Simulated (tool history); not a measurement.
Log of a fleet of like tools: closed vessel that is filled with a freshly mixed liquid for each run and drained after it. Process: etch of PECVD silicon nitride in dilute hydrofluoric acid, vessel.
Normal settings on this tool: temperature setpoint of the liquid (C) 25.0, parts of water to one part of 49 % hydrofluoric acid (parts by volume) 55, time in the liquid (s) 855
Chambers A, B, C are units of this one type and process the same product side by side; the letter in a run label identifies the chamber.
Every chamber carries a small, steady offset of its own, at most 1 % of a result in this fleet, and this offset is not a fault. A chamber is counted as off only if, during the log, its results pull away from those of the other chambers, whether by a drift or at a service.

run	day	temperature setpoint of the liquid (C)	parts of water to one part of 49 % hydrofluoric acid (parts by volume)	time in the liquid (s)	hours since the thermometer was replaced	hours since the hydrofluoric acid flow meter was replaced	read-back film thickness of the PECVD silicon nitride reference wafer, read on the same gauge (nm)	thickness taken off the PECVD silicon nitride on a monitor wafer (Å)
1B	0.362	25.0	55	855	537.8	1360.0	30.006	290.99
2C	0.775	25.0	55	855	1214.1	237.6	29.984	295.16
# day 1.312: chamber B: thermometer replaced
3A	1.354	25.0	55	855	192.4	1307.1	30.014	295.22
4C	1.933	25.0	55	855	1241.9	265.4	29.978	295.83
5B	2.392	25.0	55	855	25.9	1408.7	29.968	297.11
6A	2.779	25.0	55	855	226.6	1341.3	29.980	295.99
7B	3.133	25.0	55	855	43.7	1426.5	30.001	295.78
8A	3.675	21.0	55	855	248.1	1362.8	30.029	227.50
9C	4.225	21.0	55	855	1296.9	320.4	30.039	224.69
10C	4.696	21.0	55	855	1308.2	331.7	29.977	224.05
11A	5.304	25.0	55	855	287.2	1401.9	29.996	297.57
12B	5.946	25.0	55	855	111.2	1494.0	30.001	291.40
13B	6.579	25.0	55	855	126.4	1509.2	30.020	296.13
14A	7.042	25.0	55	855	328.9	1443.6	29.991	292.10
15C	7.638	22.5	65	855	1378.8	402.3	30.053	212.82
16C	8.029	22.5	65	855	1388.2	411.7	29.985	214.32
17A	8.421	22.5	65	855	362.0	1476.7	30.013	215.53
18B	8.933	25.0	55	855	182.9	1565.7	30.018	301.85
19B	9.229	25.0	55	855	190.0	1572.8	29.992	300.75
20C	9.567	25.0	55	855	1425.1	448.6	29.956	296.69
21A	9.988	25.0	55	855	399.6	1514.3	30.028	293.34
22C	10.288	25.0	55	855	1442.4	465.9	29.972	300.76
23B	10.612	25.0	55	855	223.2	1606.0	29.999	304.68
24A	11.100	25.0	55	855	426.3	1541.0	29.998	294.28
25B	11.696	25.0	55	855	249.2	1632.0	30.031	310.33
26C	12.208	25.0	55	855	1488.5	512.0	30.039	292.56
27A	12.508	25.0	55	855	460.1	1574.8	30.034	300.82
28C	12.896	25.0	55	855	1505.0	528.5	29.982	296.59
29B	13.308	26.5	55	855	287.9	1670.7	30.001	345.62
30A	13.804	26.5	55	855	491.2	1605.9	29.995	328.99
31C	14.267	26.5	55	855	1537.9	561.4	29.998	331.58
32A	14.758	25.0	55	855	514.1	1628.8	29.991	295.66
33B	15.254	25.0	40	1125	334.6	1717.4	29.974	569.10

Each of the 3 chambers runs these same settings next. Fill in every chamber's results:
34A	15.738	25.0	55	855				?
34B	15.738	25.0	55	855				?
34C	15.738	25.0	55	855				?

run	thickness taken off the PECVD silicon nitride on a monitor wafer (Å)
34A	295.71
34B	321.52
34C	296.49
